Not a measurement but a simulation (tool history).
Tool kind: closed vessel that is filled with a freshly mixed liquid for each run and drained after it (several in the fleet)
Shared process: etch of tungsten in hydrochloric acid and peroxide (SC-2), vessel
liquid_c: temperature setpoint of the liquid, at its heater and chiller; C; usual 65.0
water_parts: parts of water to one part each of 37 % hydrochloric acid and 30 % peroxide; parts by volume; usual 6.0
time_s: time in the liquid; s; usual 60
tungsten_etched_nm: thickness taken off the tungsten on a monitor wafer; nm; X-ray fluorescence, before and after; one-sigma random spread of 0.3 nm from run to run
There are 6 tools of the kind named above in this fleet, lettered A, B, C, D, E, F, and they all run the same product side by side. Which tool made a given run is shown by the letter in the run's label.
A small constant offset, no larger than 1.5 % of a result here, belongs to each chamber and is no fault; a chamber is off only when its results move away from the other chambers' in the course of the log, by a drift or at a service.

run	hour	liquid_c	water_parts	time_s	hours since the thermometer was replaced	hours since the chemicals flow meter was replaced	hours since the drum of peroxide was connected	read-back film thickness of the tungsten reference wafer, read on the same gauge (nm)	tungsten_etched_nm
1E	9.2	65.0	6.0	60	2380.4	1673.5	614.0	139.99	45.345
2D	19.2	65.0	6.0	60	26.7	1375.2	489.7	140.04	46.360
3F	31.6	65.0	6.0	60	59.6	717.1	125.7	139.97	46.263
4A	41.2	65.0	6.0	60	1595.7	508.7	235.8	139.96	46.678
5C	47.9	65.0	6.0	60	272.3	395.4	522.3	139.95	45.462
# hour 54.5: chamber E: chemicals flow meter replaced
6B	58.9	65.0	6.0	60	2182.0	381.8	362.8	139.99	45.848
7E	71.7	65.0	6.0	60	2442.9	17.3	676.5	139.97	46.252
8D	81.6	65.0	6.0	60	89.1	1437.6	552.1	140.01	46.407
9A	94.4	65.0	6.0	60	1648.9	561.9	289.0	139.94	46.412
10B	107.1	65.0	6.0	60	2230.2	430.0	411.0	139.97	46.025
# hour 110.8: chamber A: thermometer replaced
11F	119.5	65.0	6.0	60	147.5	805.0	213.6	139.97	46.106
12C	127.5	55.5	6.0	60	351.9	475.0	601.9	139.99	25.110
# hour 138.6: chamber F: chemicals flow meter replaced
13A	139.0	55.5	6.0	60	28.2	606.5	333.6	140.01	25.466
14F	151.5	55.5	6.0	60	179.5	12.9	245.6	139.94	25.523
15B	158.6	55.5	6.0	60	2281.7	481.5	462.5	140.03	25.429
16D	167.2	55.5	6.0	60	174.7	1523.2	637.7	140.03	25.883
17E	176.9	55.5	6.0	60	2548.1	122.5	781.7	140.08	25.381
18C	187.2	65.0	6.0	60	411.6	534.7	661.6	140.03	44.567
# hour 189.4: chamber B: thermometer replaced
19B	195.0	58.5	6.0	60	5.6	517.9	498.9	140.04	30.607
20E	201.5	58.5	6.0	60	2572.7	147.1	806.3	140.01	30.627
21D	212.5	58.5	6.0	60	220.0	1568.5	683.0	140.02	30.777
22A	226.4	58.5	6.0	60	115.6	693.9	421.0	140.00	30.696
23F	238.6	58.5	6.0	60	266.6	100.0	332.7	140.01	31.051
24C	251.8	58.5	6.0	60	476.2	599.3	726.2	140.00	29.480
25D	258.4	65.0	6.0	40	265.9	1614.4	728.9	139.96	30.878
# hour 267.2: chamber A: new drum of peroxide connected
# hour 267.6: chamber E: thermometer replaced
26A	270.7	65.0	6.0	40	159.9	738.2	3.6	140.04	31.066
# hour 272.0: chamber C: chemicals flow meter replaced
27B	283.1	65.0	6.0	40	93.7	606.0	587.0	140.01	30.550
28C	293.1	65.0	6.0	40	517.5	21.1	767.5	140.00	29.339
29F	304.1	65.0	6.0	40	332.1	165.5	398.2	139.96	30.914
30E	311.3	65.0	6.0	40	43.8	256.9	916.1	140.00	30.711
31F	318.4	65.0	6.0	60	346.4	179.8	412.5	140.04	46.043
32C	325.7	65.0	6.0	60	550.1	53.7	800.1	140.01	43.715
33B	336.7	65.0	6.0	60	147.3	659.6	640.6	139.96	46.373
34E	347.7	65.0	6.0	60	80.2	293.3	952.5	140.01	45.749
35D	355.8	65.0	6.0	60	363.3	1711.8	826.3	140.01	46.771
36A	368.4	65.0	6.0	60	257.6	835.9	101.3	140.01	46.866
37A	374.6	65.0	6.0	60	263.8	842.1	107.5	139.98	46.506

Is one chamber off against the others, does the gauge drift, or is nothing wrong? If a chamber is off, say which, and what the likeliest cause is.

Chamber C drifts away from the others.
Most likely cause: peroxide weaker than its label (%) = 7.29.
The log might look much the same if the cause were instead: liquid colder than its thermometer reads (K).

Which of the 4 candidates below, each the usual settings with something changed and its results left as question marks, puts chamber C back in line with what the other chambers give on the usual settings?
In-line tolerance around the mean of the other chambers on the usual settings: tungsten_etched_nm 1.100 nm
38C-1	384.6	65.0	5.0	60					?
38C-2	384.6	65.0	5.5	60					?
38C-3	384.6	63.0	6.0	60					?
38C-4	384.6	64.0	6.0	60					?

The mean the other chambers reach with the usual settings: tungsten_etched_nm 46.274 nm
run	tungsten_etched_nm
38C-1	49.685
38C-2	46.323
38C-3	38.380
38C-4	40.812
38C-2 puts the chamber back in line with the other chambers.

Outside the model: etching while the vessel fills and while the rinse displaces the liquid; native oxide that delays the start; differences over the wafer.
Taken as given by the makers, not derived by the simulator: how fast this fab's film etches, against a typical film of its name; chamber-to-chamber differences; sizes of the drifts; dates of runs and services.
